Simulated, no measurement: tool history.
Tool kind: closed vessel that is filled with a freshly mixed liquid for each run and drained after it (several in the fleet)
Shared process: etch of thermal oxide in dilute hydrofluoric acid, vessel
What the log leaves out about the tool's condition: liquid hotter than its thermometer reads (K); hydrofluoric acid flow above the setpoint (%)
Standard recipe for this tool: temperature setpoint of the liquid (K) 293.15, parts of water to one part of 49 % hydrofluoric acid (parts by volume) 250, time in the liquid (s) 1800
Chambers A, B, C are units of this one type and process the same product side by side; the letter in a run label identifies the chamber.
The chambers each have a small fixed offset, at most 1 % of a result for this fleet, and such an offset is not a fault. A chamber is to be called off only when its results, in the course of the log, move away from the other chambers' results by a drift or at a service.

run   hour  temperature setpoint of the liquid (K)  parts of water to one part of 49 % hydrofluoric acid (parts by volume)  time in the liquid (s)  hours since the thermometer was replaced  hours since the hydrofluoric acid flow meter was replaced  read-back film thickness of the thermal oxide reference wafer, read on the same gauge (nm)  thickness taken off the thermal oxide on a monitor wafer (Å)
 1B    2.7                                  293.15                                                                     250                    1800                                     448.9                                                      730.4                                                                                      129.98                                                       248.730
 2C    6.1                                  293.15                                                                     250                    1800                                    1346.5                                                      776.1                                                                                      130.02                                                       246.930
       9.0  -- chamber C: thermometer replaced
 3A    9.8                                  293.15                                                                     250                    1800                                     175.2                                                      622.4                                                                                      129.96                                                       242.870
 4B   15.2                                  293.15                                                                     250                    1800                                     461.4                                                      742.9                                                                                      130.01                                                       243.480
 5C   20.5                                  293.15                                                                     250                    1800                                      11.6                                                      790.5                                                                                      129.99                                                       247.260
 6A   23.9                                  293.15                                                                     345                    1800                                     189.3                                                      636.5                                                                                      130.00                                                       163.040
 7B   28.0                                  293.15                                                                     345                    1800                                     474.2                                                      755.7                                                                                      129.99                                                       164.090
 8C   33.5                                  293.15                                                                     345                    1800                                      24.6                                                      803.5                                                                                      129.98                                                       165.640
 9A   39.2                                  291.65                                                                     250                     745                                     204.6                                                      651.8                                                                                      129.97                                                        95.739
10A   42.6                                  291.65                                                                     250                     745                                     208.0                                                      655.2                                                                                      129.99                                                        95.793
11B   45.0                                  291.65                                                                     250                     745                                     491.2                                                      772.7                                                                                      129.98                                                        95.930
12C   50.3                                  293.15                                                                     250                    1800                                      41.4                                                      820.3                                                                                      130.00                                                       248.010
13A   52.9                                  293.15                                                                     250                    1800                                     218.3                                                      665.5                                                                                      129.99                                                       248.430
14C   58.2                                  293.15                                                                     250                    1800                                      49.3                                                      828.2                                                                                      130.00                                                       248.350
15B   60.8                                  293.15                                                                     250                    1800                                     507.0                                                      788.5                                                                                      130.02                                                       248.830
16A   63.5                                  293.15                                                                     205                    1800                                     228.9                                                      676.1                                                                                      129.97                                                       317.900
17C   68.3                                  293.15                                                                     205                    1800                                      59.4                                                      838.3                                                                                      130.01                                                       314.320
18B   72.0                                  293.15                                                                     205                    1800                                     518.2                                                      799.7                                                                                      129.99                                                       315.340
19C   75.3                                  293.15                                                                     250                    1800                                      66.4                                                      845.3                                                                                      129.99                                                       245.380
20A   80.6                                  293.15                                                                     250                    1800                                     246.0                                                      693.2                                                                                      129.98                                                       255.890
21B   85.1                                  290.15                                                                     250                    1455                                     531.3                                                      812.8                                                                                      130.00                                                       177.050
22A   89.1                                  290.15                                                                     250                    1455                                     254.5                                                      701.7                                                                                      129.98                                                       184.220
23B   91.7                                  290.15                                                                     250                    1455                                     537.9                                                      819.4                                                                                      130.01                                                       176.470
24C   96.3                                  293.15                                                                     205                    1800                                      87.4                                                      866.3                                                                                      129.99                                                       314.730
25A  100.8                                  293.15                                                                     205                    1800                                     266.2                                                      713.4                                                                                      130.01                                                       324.620
26C  103.3                                  293.15                                                                     205                    1800                                      94.4                                                      873.3                                                                                      130.01                                                       316.000
27B  107.2                                  293.15                                                                     250                    1800                                     553.4                                                      834.9                                                                                      129.98                                                       247.680
28B  110.6                                  293.15                                                                     250                    1800                                     556.8                                                      838.3                                                                                      130.00                                                       249.190
29C  115.0                                  293.15                                                                     250                    1800                                     106.1                                                      885.0                                                                                      130.01                                                       246.370
30A  118.6                                  293.15                                                                     250                    1800                                     284.0                                                      731.2                                                                                      129.97                                                       259.350
31A  122.4                                  290.15                                                                     250                    1010                                     287.8                                                      735.0                                                                                      129.97                                                       130.200
32C  125.7                                  290.15                                                                     250                    1010                                     116.8                                                      895.7                                                                                      129.99                                                       124.510
33B  129.4                                  290.15                                                                     250                    1010                                     575.6                                                      857.1                                                                                      130.01                                                       123.810
34C  132.4                                  293.15                                                                     250                    1800                                     123.5                                                      902.4                                                                                      129.99                                                       246.680
35B  137.0                                  293.15                                                                     250                     930                                     583.2                                                      864.7                                                                                      129.99                                                       127.420
36A  139.9                                  293.15                                                                     250                     930                                     305.3                                                      752.5                                                                                      130.01                                                       135.460
37A  142.7                                  293.15                                                                     250                     930                                     308.1                                                      755.3                                                                                      129.97                                                       136.960
38B  146.3                                  293.15                                                                     250                    1800                                     592.5                                                      874.0                                                                                      130.02                                                       247.270
39C  151.0                                  297.65                                                                     300                    1800                                     142.1                                                      921.0                                                                                      129.98                                                       229.800
40A  155.8                                  297.65                                                                     300                    1800                                     321.2                                                      768.4                                                                                      130.02                                                       245.210
41B  158.6                                  297.65                                                                     300                    1800                                     604.8                                                      886.3                                                                                      130.02                                                       229.370

All 3 chambers run these settings next. Forecast each chamber's results:
42A  162.7                                  293.15                                                                     250                    1800                                                                                                                                                                                                                                                              ?
42B  162.7                                  293.15                                                                     250                    1800                                                                                                                                                                                                                                                              ?
42C  162.7                                  293.15                                                                     250                    1800                                                                                                                                                                                                                                                              ?

run  thickness taken off the thermal oxide on a monitor wafer (Å)
42A                                                       268.100
42B                                                       244.190
42C                                                       245.470

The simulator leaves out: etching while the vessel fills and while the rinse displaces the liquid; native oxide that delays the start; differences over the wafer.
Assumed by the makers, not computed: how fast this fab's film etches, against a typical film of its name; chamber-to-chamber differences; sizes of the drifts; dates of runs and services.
